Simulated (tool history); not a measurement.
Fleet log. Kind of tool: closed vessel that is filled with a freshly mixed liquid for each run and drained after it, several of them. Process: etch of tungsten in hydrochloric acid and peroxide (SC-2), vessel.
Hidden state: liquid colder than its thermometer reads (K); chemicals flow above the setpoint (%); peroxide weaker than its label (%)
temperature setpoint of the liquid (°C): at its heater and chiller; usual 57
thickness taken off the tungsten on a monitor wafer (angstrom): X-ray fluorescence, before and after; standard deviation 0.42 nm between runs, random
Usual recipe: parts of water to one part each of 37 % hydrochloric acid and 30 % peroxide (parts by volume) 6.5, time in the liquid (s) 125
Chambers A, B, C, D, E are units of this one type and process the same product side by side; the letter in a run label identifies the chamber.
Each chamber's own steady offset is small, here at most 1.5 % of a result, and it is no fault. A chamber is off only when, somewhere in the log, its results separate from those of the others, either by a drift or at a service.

| run | hour | temperature setpoint of the liquid (°C) | parts of water to one part each of 37 % hydrochloric acid and 30 % peroxide (parts by volume) | time in the liquid (s) | hours since the thermometer was replaced | hours since the chemicals flow meter was replaced | hours since the drum of peroxide was connected | read-back film thickness of the tungsten reference wafer, read on the same gauge (nm) | thickness taken off the tungsten on a monitor wafer (angstrom) |
|---|---|---|---|---|---|---|---|---|---|
| 1D | 3 | 57 | 6.5 | 125 | 9.1 | 695 | 368.1 | 30.009 | 528.61 |
| 2A | 6.9 | 57 | 6.5 | 125 | 166.5 | 670.3 | 199.7 | 30.018 | 515.97 |
| 3B | 9.9 | 57 | 6.5 | 125 | 1953.5 | 97.5 | 185 | 30.007 | 516.21 |
| 4C | 13.5 | 57 | 6.5 | 125 | 90.8 | 474.7 | 45.2 | 30.011 | 517.91 |
| 5E | 16.6 | 57 | 6.5 | 125 | 2451.1 | 613.5 | 491.9 | 30.013 | 510.01 |
| 6D | 20.3 | 60 | 6.5 | 55 | 26.4 | 712.3 | 385.4 | 29.948 | 280.23 |
|  | 21.1 | chamber A: chemicals flow meter replaced |
| 7C | 23.4 | 60 | 6.5 | 55 | 100.7 | 484.6 | 55.1 | 30.033 | 275.06 |
| 8A | 25.6 | 60 | 6.5 | 55 | 185.2 | 4.5 | 218.4 | 29.998 | 274.74 |
| 9E | 27.7 | 60 | 6.5 | 55 | 2462.2 | 624.6 | 503 | 30.023 | 270.36 |
| 10B | 31.5 | 60 | 6.5 | 55 | 1975.1 | 119.1 | 206.6 | 30.041 | 272.45 |
| 11E | 34.9 | 57 | 6.5 | 125 | 2469.4 | 631.8 | 510.2 | 30.033 | 519.46 |
| 12A | 38.8 | 57 | 6.5 | 125 | 198.4 | 17.7 | 231.6 | 29.984 | 520.41 |
| 13C | 43.4 | 57 | 6.5 | 125 | 120.7 | 504.6 | 75.1 | 29.979 | 519.51 |
| 14D | 45.5 | 57 | 6.5 | 125 | 51.6 | 737.5 | 410.6 | 30.026 | 521.9 |
| 15B | 49.8 | 57 | 6.5 | 125 | 1993.4 | 137.4 | 224.9 | 30.025 | 513.36 |
| 16D | 52.8 | 57 | 6.5 | 125 | 58.9 | 744.8 | 417.9 | 30.026 | 524.76 |
| 17A | 57.4 | 57 | 6.5 | 125 | 217 | 36.3 | 250.2 | 30.005 | 514.92 |
| 18B | 61.7 | 57 | 6.5 | 125 | 2005.3 | 149.3 | 236.8 | 30.042 | 514.41 |
| 19E | 64.2 | 57 | 6.5 | 125 | 2498.7 | 661.1 | 539.5 | 29.971 | 523.33 |
| 20C | 68.8 | 57 | 8 | 125 | 146.1 | 530 | 100.5 | 29.977 | 448.12 |
| 21E | 71.5 | 57 | 8 | 125 | 2506 | 668.4 | 546.8 | 30.049 | 437.4 |
| 22A | 75 | 57 | 8 | 125 | 234.6 | 53.9 | 267.8 | 29.965 | 442.65 |
| 23C | 77.3 | 57 | 8 | 125 | 154.6 | 538.5 | 109 | 29.981 | 441.61 |
| 24B | 80.3 | 57 | 8 | 125 | 2023.9 | 167.9 | 255.4 | 30.033 | 442.56 |
| 25D | 84.5 | 66 | 6.5 | 55 | 90.6 | 776.5 | 449.6 | 29.976 | 397.51 |
| 26C | 87.8 | 66 | 6.5 | 55 | 165.1 | 549 | 119.5 | 30 | 397 |
| 27E | 91.2 | 66 | 6.5 | 55 | 2525.7 | 688.1 | 566.5 | 30.032 | 412.79 |
|  | 92.5 | chamber E: thermometer replaced |
| 28A | 94.7 | 66 | 6.5 | 55 | 254.3 | 73.6 | 287.5 | 30.004 | 398.15 |
| 29B | 98.1 | 66 | 6.5 | 55 | 2041.7 | 185.7 | 273.2 | 30.006 | 401.96 |
| 30D | 102.3 | 65 | 6.5 | 125 | 108.4 | 794.3 | 467.4 | 30.013 | 842.25 |
| 31E | 105.5 | 65 | 6.5 | 125 | 13 | 702.4 | 580.8 | 30.029 | 886.98 |
| 32A | 109.4 | 65 | 6.5 | 125 | 269 | 88.3 | 302.2 | 29.955 | 845.52 |
| 33D | 111.9 | 65 | 6.5 | 125 | 118 | 803.9 | 477 | 29.954 | 852.62 |
| 34C | 114.1 | 65 | 6.5 | 125 | 191.4 | 575.3 | 145.8 | 30.021 | 861.82 |
| 35B | 117.1 | 57 | 6.5 | 125 | 2060.7 | 204.7 | 292.2 | 29.971 | 516.03 |
| 36A | 120.1 | 57 | 6.5 | 125 | 279.7 | 99 | 312.9 | 29.987 | 517.65 |
| 37B | 124.3 | 57 | 6.5 | 125 | 2067.9 | 211.9 | 299.4 | 30.033 | 517.75 |
| 38E | 128.7 | 57 | 6.5 | 125 | 36.2 | 725.6 | 604 | 30.027 | 542.96 |

Next, all 5 chambers run the settings below, one line each with question marks for the results. What does each chamber give?
| 39A | 132 | 53.5 | 6.5 | 125 |  |  |  |  | ? |
| 39B | 132 | 53.5 | 6.5 | 125 |  |  |  |  | ? |
| 39C | 132 | 53.5 | 6.5 | 125 |  |  |  |  | ? |
| 39D | 132 | 53.5 | 6.5 | 125 |  |  |  |  | ? |
| 39E | 132 | 53.5 | 6.5 | 125 |  |  |  |  | ? |

| run | thickness taken off the tungsten on a monitor wafer (angstrom) |
|---|---|
| 39A | 417.4 |
| 39B | 407.6 |
| 39C | 415.79 |
| 39D | 418.19 |
| 39E | 439.14 |
